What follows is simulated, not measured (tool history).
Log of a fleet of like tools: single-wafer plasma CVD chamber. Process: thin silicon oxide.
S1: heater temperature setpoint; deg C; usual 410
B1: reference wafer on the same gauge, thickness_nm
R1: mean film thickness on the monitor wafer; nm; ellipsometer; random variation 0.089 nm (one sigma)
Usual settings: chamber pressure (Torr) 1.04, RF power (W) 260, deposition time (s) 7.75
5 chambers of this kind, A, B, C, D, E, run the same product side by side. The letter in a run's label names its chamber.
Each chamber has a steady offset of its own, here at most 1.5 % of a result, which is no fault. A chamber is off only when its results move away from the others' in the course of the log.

Run 1E, day 0.329: usual settings; B1 14.913. Result: R1 16.391 nm.
Run 2A, day 0.608: usual settings; B1 14.881. Result: R1 16.221 nm.
At day 0.721: chamber A: thermocouple changed; heater temperature recalibrated.
Run 3B, day 0.917: usual settings; B1 14.894. Result: R1 16.606 nm.
Run 4C, day 1.342: usual settings; B1 14.896. Result: R1 16.479 nm.
Run 5D, day 1.642: usual settings; B1 14.891. Result: R1 16.681 nm.
Run 6B, day 2.117: usual settings; B1 14.894. Result: R1 16.248 nm.
Run 7C, day 2.488: usual settings; B1 14.922. Result: R1 16.67 nm.
Run 8A, day 2.754: usual settings; B1 14.899. Result: R1 16.274 nm.
Run 9E, day 3.229: usual settings; B1 14.889. Result: R1 16.37 nm.
Run 10D, day 3.55: usual settings; B1 14.869. Result: R1 16.425 nm.
Run 11C, day 4.012: usual settings; B1 14.904. Result: R1 16.521 nm.
At day 4.317: chamber A: RF generator calibrated.
Run 12B, day 4.317: usual settings; B1 14.916. Result: R1 16.27 nm.
Run 13E, day 4.712: usual settings but S1 403 deg C, deposition time (s) 8.4; B1 14.902. Result: R1 17.648 nm.
Run 14D, day 5.229: usual settings but S1 403 deg C, deposition time (s) 8.4; B1 14.885. Result: R1 17.894 nm.
Run 15A, day 5.467: usual settings but S1 403 deg C, deposition time (s) 8.4; B1 14.923. Result: R1 17.833 nm.
Run 16A, day 5.75: usual settings but S1 403 deg C, deposition time (s) 8.4; B1 14.906. Result: R1 17.596 nm.
At day 5.879: chamber C: capacitance manometer re-zeroed and calibrated.
At day 5.9: chamber E: RF generator calibrated.
Run 17D, day 6.154: usual settings but S1 403 deg C, deposition time (s) 8.4; B1 14.908. Result: R1 17.997 nm.
Run 18E, day 6.683: usual settings; B1 14.892. Result: R1 16.446 nm.
At day 7.008: chamber D: RF generator calibrated.
Run 19C, day 7.196: usual settings; B1 14.898. Result: R1 16.491 nm.
Run 20B, day 7.55: usual settings; B1 14.904. Result: R1 16.424 nm.
Run 21E, day 7.925: usual settings; B1 14.9. Result: R1 16.384 nm.
Run 22C, day 8.329: usual settings; B1 14.931. Result: R1 16.566 nm.
Run 23D, day 8.658: usual settings; B1 14.912. Result: R1 16.458 nm.
Run 24A, day 8.912: usual settings; B1 14.88. Result: R1 16.402 nm.
Run 25B, day 9.188: usual settings but chamber pressure (Torr) 1.27, RF power (W) 285; B1 14.897. Result: R1 19.394 nm.
Run 26A, day 9.612: usual settings but chamber pressure (Torr) 1.27, RF power (W) 285; B1 14.895. Result: R1 19.061 nm.
Run 27E, day 10.075: usual settings but chamber pressure (Torr) 1.27, RF power (W) 285; B1 14.882. Result: R1 19.017 nm.
Run 28B, day 10.508: usual settings but chamber pressure (Torr) 1.27, RF power (W) 285; B1 14.921. Result: R1 18.995 nm.
Run 29C, day 10.988: usual settings but chamber pressure (Torr) 1.27, RF power (W) 285; B1 14.897. Result: R1 19.371 nm.
Run 30D, day 11.358: usual settings; B1 14.903. Result: R1 16.5 nm.
Run 31C, day 11.633: usual settings; B1 14.891. Result: R1 16.615 nm.
At day 11.725: chamber E: thermocouple changed; heater temperature recalibrated.
Run 32D, day 12.017: usual settings; B1 14.904. Result: R1 16.497 nm.
Run 33A, day 12.354: usual settings; B1 14.897. Result: R1 16.302 nm.
Run 34E, day 12.667: usual settings; B1 14.885. Result: R1 16.433 nm.
Run 35B, day 12.912: usual settings; B1 14.909. Result: R1 16.513 nm.
Run 36D, day 13.312: usual settings; B1 14.91. Result: R1 16.459 nm.
Run 37A, day 13.7: usual settings; B1 14.9. Result: R1 16.409 nm.
Run 38C, day 14.179: usual settings; B1 14.896. Result: R1 16.57 nm.
Run 39E, day 14.471: usual settings; B1 14.897. Result: R1 16.365 nm.
Run 40B, day 14.812: usual settings; B1 14.895. Result: R1 16.439 nm.
Run 41D, day 15.271: usual settings; B1 14.917. Result: R1 16.489 nm.
Run 42E, day 15.671: usual settings; B1 14.889. Result: R1 16.301 nm.

What goes on in this fleet: one chamber off, a drifting gauge, or nothing beyond the chambers' own small offsets? Name the chamber and the cause, if any.

No chamber stands off beyond its own small offset, and the gauge holds steady.
